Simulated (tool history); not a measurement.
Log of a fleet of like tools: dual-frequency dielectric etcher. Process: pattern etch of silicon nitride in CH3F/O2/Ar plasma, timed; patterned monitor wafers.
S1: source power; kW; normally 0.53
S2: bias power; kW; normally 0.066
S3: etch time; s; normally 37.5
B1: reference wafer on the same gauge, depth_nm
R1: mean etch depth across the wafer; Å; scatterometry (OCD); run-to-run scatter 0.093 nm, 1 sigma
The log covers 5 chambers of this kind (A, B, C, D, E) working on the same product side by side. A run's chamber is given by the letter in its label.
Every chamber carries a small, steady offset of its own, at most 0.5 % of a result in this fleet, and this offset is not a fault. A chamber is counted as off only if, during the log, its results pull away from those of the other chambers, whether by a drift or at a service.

run,hour,S1,S2,S3,B1,R1
1B,10.7,0.53,0.066,37.5,33.759,284.08
2C,19.1,0.53,0.066,37.5,33.819,283.23
3E,29.6,0.53,0.066,37.5,33.811,285.86
4D,40.6,0.53,0.066,37.5,33.812,286.3
# hour 41.9: chamber E: wet clean of the chamber
5A,52.3,0.53,0.066,37.5,33.832,285.26
6E,59.5,0.53,0.066,37.5,33.82,284.42
7C,68,0.53,0.066,37.5,33.806,284.57
8A,74.4,0.43,0.066,37.5,33.829,263.91
9D,83.5,0.43,0.066,37.5,33.788,260.45
10B,89.9,0.43,0.066,37.5,33.814,260.55
11A,96.8,0.43,0.066,37.5,33.8,263.1
12B,104.3,0.43,0.066,37.5,33.814,260.97
13E,114.4,0.53,0.066,37.5,33.801,283.7
14C,122.6,0.53,0.066,37.5,33.762,284.7
15D,128.1,0.53,0.066,37.5,33.8,283.33
# hour 137.1: chamber C: wet clean of the chamber
16A,138.1,0.53,0.066,37.5,33.793,285.29
17E,149.3,0.53,0.066,37.5,33.809,285.81
18C,157.9,0.53,0.066,37.5,33.808,273.09
19D,163.2,0.53,0.066,37.5,33.802,283.48
20B,171.1,0.53,0.066,37.5,33.818,283.16
21C,177.5,0.53,0.066,37.5,33.796,274.39
# hour 178.4: chamber B: wet clean of the chamber
22A,189.3,0.53,0.066,37.5,33.782,284.63
23D,195.4,0.53,0.066,37.5,33.801,284.2
24B,206.2,0.53,0.066,37.5,33.789,282.71
25E,213.5,0.53,0.066,37.5,33.768,284.46
26C,224.1,0.53,0.066,37.5,33.763,275.41
27B,230.2,0.53,0.066,37.5,33.809,282.9
28A,242.1,0.53,0.052,27,33.78,189.07
29E,250.2,0.53,0.052,27,33.798,189.35
30D,260.1,0.53,0.052,27,33.806,189.76
31C,269.2,0.53,0.052,27,33.807,182.45
32A,280.4,0.53,0.052,27,33.767,189.94
33D,289.4,0.48,0.071,37.5,33.823,282.05
34B,300.7,0.48,0.071,37.5,33.823,278.71
35E,308.7,0.48,0.071,37.5,33.819,281.44
36A,318.6,0.48,0.071,37.5,33.789,282.3
37C,328.6,0.48,0.071,37.5,33.798,270.66
38E,336.1,0.53,0.066,37.5,33.779,284.74
39D,346.5,0.53,0.066,37.5,33.811,285.93
40B,356.8,0.53,0.066,37.5,33.804,281.21
41B,364.3,0.53,0.066,37.5,33.807,282.61
42E,375,0.53,0.066,37.5,33.812,283.98

Is one chamber off against the others, does the gauge drift, or is nothing wrong? If a chamber is off, say which, and what the likeliest cause is.

A service left chamber C off against the others.
Most likely cause: etch rate under this chamber's usual, % = 3.52.

Which of the 4 candidates below, each the usual settings with something changed and its results left as question marks, puts chamber C back in line with what the other chambers give on the usual settings?
In line means no further than this from the other chambers' mean on the usual settings: R1 3.3 Å
43C-1,383.8,0.53,0.053,37.5,,?
43C-2,383.8,0.53,0.066,39,,?
43C-3,383.8,0.53,0.059,37.5,,?
43C-4,383.8,0.53,0.067,40,,?

Average result of the remaining chambers running the usual settings: R1 284.31 Å
run,R1
43C-1,255.51
43C-2,284.96
43C-3,264.25
43C-4,293.72
The answer is 43C-2, which returns the chamber to within the allowed miss of the others.
